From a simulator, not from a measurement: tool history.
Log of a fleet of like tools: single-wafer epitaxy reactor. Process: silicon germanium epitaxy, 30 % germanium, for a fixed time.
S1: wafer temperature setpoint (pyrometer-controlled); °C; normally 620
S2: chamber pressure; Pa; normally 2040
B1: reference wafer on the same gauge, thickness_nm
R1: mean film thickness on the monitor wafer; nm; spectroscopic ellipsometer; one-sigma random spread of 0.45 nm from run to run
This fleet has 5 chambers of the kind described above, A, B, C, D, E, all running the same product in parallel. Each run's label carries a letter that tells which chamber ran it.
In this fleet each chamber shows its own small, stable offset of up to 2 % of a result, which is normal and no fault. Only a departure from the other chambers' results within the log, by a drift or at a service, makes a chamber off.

{"run": "1A", "day": 0.104, "S1": 620, "S2": 2040, "B1": 65.96, "R1": 76.213}
{"run": "2B", "day": 0.292, "S1": 620, "S2": 2040, "B1": 66.011, "R1": 75.906}
{"run": "3D", "day": 0.45, "S1": 620, "S2": 2040, "B1": 65.997, "R1": 76.873}
{"run": "4E", "day": 0.596, "S1": 620, "S2": 2040, "B1": 65.897, "R1": 74.96}
{"run": "5C", "day": 0.775, "S1": 620, "S2": 2040, "B1": 65.83, "R1": 75.146}
{"run": "6C", "day": 0.971, "S1": 620, "S2": 2040, "B1": 65.886, "R1": 75.327}
{"run": "7B", "day": 1.204, "S1": 620, "S2": 2040, "B1": 65.885, "R1": 75.159}
{"run": "8E", "day": 1.358, "S1": 633, "S2": 1613, "B1": 65.905, "R1": 87.212}
{"run": "9D", "day": 1.483, "S1": 633, "S2": 1613, "B1": 65.846, "R1": 87.614}
{"run": "10A", "day": 1.608, "S1": 633, "S2": 1613, "B1": 65.915, "R1": 84.562}
{"run": "11C", "day": 1.717, "S1": 633, "S2": 1613, "B1": 65.943, "R1": 85.485}
{"run": "12E", "day": 1.879, "S1": 633, "S2": 1613, "B1": 65.943, "R1": 86.324}
{"run": "13B", "day": 2.067, "S1": 612, "S2": 1827, "B1": 65.828, "R1": 62.602}
{"day": 2.075, "done": "chamber D: pyrometer calibrated"}
{"run": "14D", "day": 2.271, "S1": 612, "S2": 1827, "B1": 65.92, "R1": 63.904}
{"run": "15A", "day": 2.508, "S1": 612, "S2": 1827, "B1": 65.916, "R1": 62.48}
{"run": "16E", "day": 2.621, "S1": 612, "S2": 1827, "B1": 65.975, "R1": 62.823}
{"run": "17D", "day": 2.721, "S1": 612, "S2": 1827, "B1": 65.857, "R1": 64.433}
{"run": "18B", "day": 2.854, "S1": 620, "S2": 2040, "B1": 65.927, "R1": 75.351}
{"run": "19C", "day": 3.05, "S1": 620, "S2": 2040, "B1": 65.953, "R1": 75.834}
{"run": "20A", "day": 3.154, "S1": 620, "S2": 2240, "B1": 65.956, "R1": 78.339}
{"run": "21C", "day": 3.35, "S1": 620, "S2": 2240, "B1": 65.945, "R1": 77.923}
{"run": "22E", "day": 3.479, "S1": 620, "S2": 2240, "B1": 65.928, "R1": 79.355}
{"run": "23A", "day": 3.683, "S1": 620, "S2": 2240, "B1": 65.922, "R1": 78}
{"run": "24D", "day": 3.85, "S1": 620, "S2": 2240, "B1": 65.878, "R1": 79.919}
{"run": "25B", "day": 4.008, "S1": 620, "S2": 2040, "B1": 65.935, "R1": 74.445}
{"run": "26E", "day": 4.117, "S1": 620, "S2": 2040, "B1": 65.952, "R1": 77.701}
{"run": "27B", "day": 4.229, "S1": 620, "S2": 2040, "B1": 65.891, "R1": 75.035}
{"run": "28D", "day": 4.338, "S1": 620, "S2": 2040, "B1": 65.856, "R1": 76.746}
{"run": "29A", "day": 4.538, "S1": 620, "S2": 2040, "B1": 65.814, "R1": 74.837}
{"run": "30C", "day": 4.667, "S1": 620, "S2": 2040, "B1": 65.968, "R1": 75.71}
{"run": "31B", "day": 4.829, "S1": 620, "S2": 2266, "B1": 65.86, "R1": 78.389}
{"run": "32D", "day": 5.029, "S1": 620, "S2": 2266, "B1": 65.878, "R1": 79.826}
{"run": "33E", "day": 5.254, "S1": 620, "S2": 2266, "B1": 65.868, "R1": 83.3}
{"run": "34A", "day": 5.388, "S1": 620, "S2": 2266, "B1": 65.942, "R1": 78.105}
{"run": "35C", "day": 5.612, "S1": 620, "S2": 2266, "B1": 65.865, "R1": 77.529}
{"run": "36E", "day": 5.792, "S1": 620, "S2": 2040, "B1": 65.822, "R1": 79.921}
{"run": "37A", "day": 6.012, "S1": 620, "S2": 1840, "B1": 65.901, "R1": 72.051}
{"run": "38D", "day": 6.238, "S1": 620, "S2": 1840, "B1": 65.811, "R1": 73.192}
{"run": "39B", "day": 6.404, "S1": 620, "S2": 1840, "B1": 65.837, "R1": 72.024}
{"run": "40C", "day": 6.533, "S1": 620, "S2": 1840, "B1": 65.999, "R1": 72.417}
{"run": "41C", "day": 6.642, "S1": 620, "S2": 1840, "B1": 65.851, "R1": 72.505}

Is one chamber off against the others, does the gauge drift, or is nothing wrong? If a chamber is off, say which, and what the likeliest cause is.

Little by little, chamber E moves away from the other chambers.
Cause: wafer temperature above the value expected at the setpoint (K) = 4.26.

Below are 4 candidate recipes for chamber E's next run, each the usual settings with a change, their results shown as question marks. Which of them brings E's results back in line with what the other chambers give on the usual settings?
In line here means within this much of the mean the other chambers give on the usual settings: R1 1.6 nm
{"run": "42E-1", "day": 6.812, "S1": 622, "S2": 2040, "R1": "?"}
{"run": "42E-2", "day": 6.812, "S1": 624, "S2": 2093, "R1": "?"}
{"run": "42E-3", "day": 6.812, "S1": 620, "S2": 1893, "R1": "?"}
{"run": "42E-4", "day": 6.812, "S1": 620, "S2": 1680, "R1": "?"}

Average result of the remaining chambers running the usual settings: R1 75.648 nm
run=42E-1 R1=85.038
run=42E-2 R1=88.942
run=42E-3 R1=79.715
run=42E-4 R1=75.976
With 42E-4, the chamber falls back in line with the rest.
